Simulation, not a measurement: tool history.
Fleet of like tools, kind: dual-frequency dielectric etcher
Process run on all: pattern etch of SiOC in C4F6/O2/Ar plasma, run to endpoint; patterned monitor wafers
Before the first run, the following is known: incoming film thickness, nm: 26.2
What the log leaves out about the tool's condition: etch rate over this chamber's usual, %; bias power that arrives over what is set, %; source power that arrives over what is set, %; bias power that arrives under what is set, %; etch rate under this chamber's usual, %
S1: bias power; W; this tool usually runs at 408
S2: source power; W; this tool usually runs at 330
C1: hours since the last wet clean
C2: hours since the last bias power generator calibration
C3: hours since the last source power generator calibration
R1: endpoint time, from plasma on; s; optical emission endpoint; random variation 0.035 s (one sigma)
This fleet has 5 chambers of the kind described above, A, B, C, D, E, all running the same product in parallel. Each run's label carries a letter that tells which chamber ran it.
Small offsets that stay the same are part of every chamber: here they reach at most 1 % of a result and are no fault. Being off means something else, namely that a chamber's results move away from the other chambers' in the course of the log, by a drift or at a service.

| run | hour | S1 | S2 | C1 | C2 | C3 | R1 |
|---|---|---|---|---|---|---|---|
| 1C | 8.5 | 408 | 330 | 360.4 | 1233.9 | 1785.3 | 10.2040 |
|  | 12.6 | chamber D: bias power generator calibrated |
| 2E | 15.8 | 408 | 330 | 550.1 | 299.9 | 1336.5 | 10.1430 |
| 3A | 22.2 | 408 | 330 | 301.7 | 1239.7 | 1642.3 | 10.0950 |
| 4D | 28.8 | 408 | 330 | 196.6 | 16.3 | 2976.0 | 10.2820 |
| 5B | 36.8 | 408 | 330 | 565.8 | 1596.1 | 2322.5 | 10.2370 |
| 6A | 42.1 | 408 | 330 | 321.6 | 1259.6 | 1662.2 | 10.1810 |
| 7E | 51.9 | 361 | 250 | 586.2 | 336.0 | 1372.6 | 11.7710 |
| 8B | 58.5 | 361 | 250 | 587.5 | 1617.8 | 2344.2 | 11.8080 |
| 9D | 64.7 | 361 | 250 | 232.5 | 52.2 | 3011.9 | 11.9530 |
| 10C | 69.1 | 361 | 250 | 421.0 | 1294.5 | 1845.9 | 11.8170 |
|  | 72.1 | chamber B: wet clean of the chamber |
| 11C | 76.3 | 361 | 250 | 428.2 | 1301.7 | 1853.1 | 11.8590 |
| 12D | 84.7 | 408 | 330 | 252.5 | 72.2 | 3031.9 | 10.2780 |
| 13B | 91.0 | 408 | 330 | 18.9 | 1650.3 | 2376.7 | 10.1650 |
| 14A | 95.4 | 408 | 330 | 374.9 | 1312.9 | 1715.5 | 10.1550 |
| 15E | 102.8 | 408 | 330 | 637.1 | 386.9 | 1423.5 | 10.2080 |
|  | 103.6 | chamber E: wet clean of the chamber |
| 16A | 107.8 | 408 | 330 | 387.3 | 1325.3 | 1727.9 | 10.1580 |
| 17D | 117.4 | 448 | 330 | 285.2 | 104.9 | 3064.6 | 9.9039 |
| 18E | 124.8 | 448 | 330 | 21.2 | 408.9 | 1445.5 | 9.8638 |
| 19C | 132.1 | 448 | 330 | 484.0 | 1357.5 | 1908.9 | 9.9888 |
| 20B | 141.3 | 448 | 330 | 69.2 | 1700.6 | 2427.0 | 9.8549 |
| 21B | 151.0 | 448 | 330 | 78.9 | 1710.3 | 2436.7 | 9.8732 |
| 22E | 160.4 | 408 | 330 | 56.8 | 444.5 | 1481.1 | 10.1500 |
| 23D | 164.9 | 408 | 330 | 332.7 | 152.4 | 3112.1 | 10.3610 |
| 24C | 172.4 | 408 | 330 | 524.3 | 1397.8 | 1949.2 | 10.2410 |
| 25A | 179.6 | 408 | 330 | 459.1 | 1397.1 | 1799.7 | 10.2340 |
| 26C | 187.1 | 408 | 330 | 539.0 | 1412.5 | 1963.9 | 10.2610 |
|  | 192.5 | chamber D: source power generator calibrated |
| 27A | 195.5 | 408 | 330 | 475.0 | 1413.0 | 1815.6 | 10.1820 |
| 28D | 204.2 | 408 | 330 | 372.0 | 191.7 | 11.8 | 10.3640 |
|  | 211.8 | chamber C: wet clean of the chamber |
| 29E | 213.1 | 408 | 330 | 109.5 | 497.2 | 1533.8 | 10.1550 |
| 30B | 218.3 | 408 | 330 | 146.2 | 1777.6 | 2504.0 | 10.1560 |
| 31D | 224.8 | 408 | 330 | 392.6 | 212.3 | 32.4 | 10.4110 |
| 32E | 231.0 | 408 | 330 | 127.4 | 515.1 | 1551.7 | 10.2310 |
| 33A | 236.4 | 408 | 330 | 515.9 | 1453.9 | 1856.5 | 10.1020 |
| 34C | 241.7 | 500 | 390 | 30.0 | 1467.1 | 2018.5 | 8.9776 |
| 35B | 246.0 | 500 | 390 | 173.9 | 1805.3 | 2531.7 | 8.8633 |
| 36B | 254.9 | 500 | 390 | 182.8 | 1814.2 | 2540.6 | 8.8222 |
| 37E | 259.6 | 500 | 390 | 156.0 | 543.7 | 1580.3 | 8.8823 |
| 38D | 265.0 | 500 | 390 | 432.8 | 252.5 | 72.6 | 9.1325 |

Next, all 5 chambers run the settings below, one line each with question marks for the results. What does each chamber give?
| 39A | 272.0 | 408 | 330 |  |  |  | ? |
| 39B | 272.0 | 408 | 330 |  |  |  | ? |
| 39C | 272.0 | 408 | 330 |  |  |  | ? |
| 39D | 272.0 | 408 | 330 |  |  |  | ? |
| 39E | 272.0 | 408 | 330 |  |  |  | ? |

| run | R1 |
|---|---|
| 39A | 10.1530 |
| 39B | 10.2290 |
| 39C | 10.2990 |
| 39D | 10.4910 |
| 39E | 10.1890 |

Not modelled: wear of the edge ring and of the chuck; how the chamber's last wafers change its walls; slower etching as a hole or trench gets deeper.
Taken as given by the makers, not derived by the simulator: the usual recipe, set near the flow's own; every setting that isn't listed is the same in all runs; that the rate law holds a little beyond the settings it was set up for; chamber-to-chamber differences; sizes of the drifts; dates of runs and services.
